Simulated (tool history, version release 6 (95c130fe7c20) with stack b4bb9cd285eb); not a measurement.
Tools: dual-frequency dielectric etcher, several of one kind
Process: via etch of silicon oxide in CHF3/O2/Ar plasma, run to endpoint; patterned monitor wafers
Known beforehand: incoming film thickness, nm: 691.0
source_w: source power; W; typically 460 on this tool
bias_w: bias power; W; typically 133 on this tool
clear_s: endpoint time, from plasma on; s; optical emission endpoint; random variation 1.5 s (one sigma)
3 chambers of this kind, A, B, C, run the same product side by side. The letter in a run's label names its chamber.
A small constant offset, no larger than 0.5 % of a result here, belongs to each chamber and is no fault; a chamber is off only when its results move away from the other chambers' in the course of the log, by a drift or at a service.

{"run": "1C", "hour": 12.4, "source_w": 460, "bias_w": 133, "clear_s": 427.69}
{"run": "2A", "hour": 19.7, "source_w": 460, "bias_w": 133, "clear_s": 425.63}
{"run": "3B", "hour": 29.3, "source_w": 460, "bias_w": 133, "clear_s": 428.46}
{"run": "4C", "hour": 38.5, "source_w": 460, "bias_w": 133, "clear_s": 425.0}
{"hour": 42.9, "done": "chamber B: wet clean of the chamber"}
{"run": "5A", "hour": 46.3, "source_w": 460, "bias_w": 133, "clear_s": 425.08}
{"run": "6B", "hour": 58.4, "source_w": 460, "bias_w": 133, "clear_s": 427.12}
{"run": "7A", "hour": 72.2, "source_w": 460, "bias_w": 133, "clear_s": 422.6}
{"run": "8C", "hour": 79.6, "source_w": 370, "bias_w": 158, "clear_s": 439.55}
{"run": "9B", "hour": 91.3, "source_w": 370, "bias_w": 158, "clear_s": 439.85}
{"run": "10B", "hour": 101.2, "source_w": 370, "bias_w": 158, "clear_s": 439.43}
{"run": "11C", "hour": 112.7, "source_w": 460, "bias_w": 133, "clear_s": 425.82}
{"run": "12A", "hour": 123.7, "source_w": 460, "bias_w": 133, "clear_s": 416.03}
{"run": "13A", "hour": 134.3, "source_w": 460, "bias_w": 133, "clear_s": 416.92}
{"run": "14B", "hour": 142.3, "source_w": 460, "bias_w": 133, "clear_s": 427.29}
{"run": "15C", "hour": 150.3, "source_w": 460, "bias_w": 133, "clear_s": 425.1}
{"run": "16C", "hour": 162.4, "source_w": 460, "bias_w": 133, "clear_s": 424.42}
{"run": "17B", "hour": 169.7, "source_w": 460, "bias_w": 133, "clear_s": 429.14}
{"run": "18A", "hour": 183.3, "source_w": 460, "bias_w": 133, "clear_s": 411.09}
{"run": "19B", "hour": 193.4, "source_w": 460, "bias_w": 133, "clear_s": 426.12}
{"run": "20A", "hour": 206.0, "source_w": 460, "bias_w": 120, "clear_s": 423.76}
{"run": "21C", "hour": 218.4, "source_w": 460, "bias_w": 120, "clear_s": 440.9}
{"run": "22B", "hour": 227.0, "source_w": 460, "bias_w": 120, "clear_s": 442.96}
{"run": "23C", "hour": 239.1, "source_w": 460, "bias_w": 133, "clear_s": 425.27}
{"run": "24A", "hour": 246.0, "source_w": 460, "bias_w": 133, "clear_s": 403.83}
{"run": "25B", "hour": 255.4, "source_w": 460, "bias_w": 133, "clear_s": 430.47}

Which is it: a chamber that has drifted or been left off by a service, a gauge drift common to all chambers, or only each chamber's usual small offset? If a chamber is off, name it and its likeliest cause.

Little by little, chamber A moves away from the other chambers.
What lies behind it: etch rate over this chamber's usual, % = 5.18.

Which of the 4 candidates below, each the usual settings with something changed and its results left as question marks, puts chamber A back in line with what the other chambers give on the usual settings?
In line means no further than this from the other chambers' mean on the usual settings: clear_s 5.20 s
{"run": "26A-1", "hour": 265.5, "source_w": 500, "bias_w": 141, "clear_s": "?"}
{"run": "26A-2", "hour": 265.5, "source_w": 480, "bias_w": 137, "clear_s": "?"}
{"run": "26A-3", "hour": 265.5, "source_w": 420, "bias_w": 125, "clear_s": "?"}
{"run": "26A-4", "hour": 265.5, "source_w": 430, "bias_w": 133, "clear_s": "?"}

Average result of the remaining chambers running the usual settings: clear_s 427.08 s
run=26A-1 clear_s=385.14
run=26A-2 clear_s=394.95
run=26A-3 clear_s=428.48
run=26A-4 clear_s=416.24
26A-3 brings the chamber back in line.

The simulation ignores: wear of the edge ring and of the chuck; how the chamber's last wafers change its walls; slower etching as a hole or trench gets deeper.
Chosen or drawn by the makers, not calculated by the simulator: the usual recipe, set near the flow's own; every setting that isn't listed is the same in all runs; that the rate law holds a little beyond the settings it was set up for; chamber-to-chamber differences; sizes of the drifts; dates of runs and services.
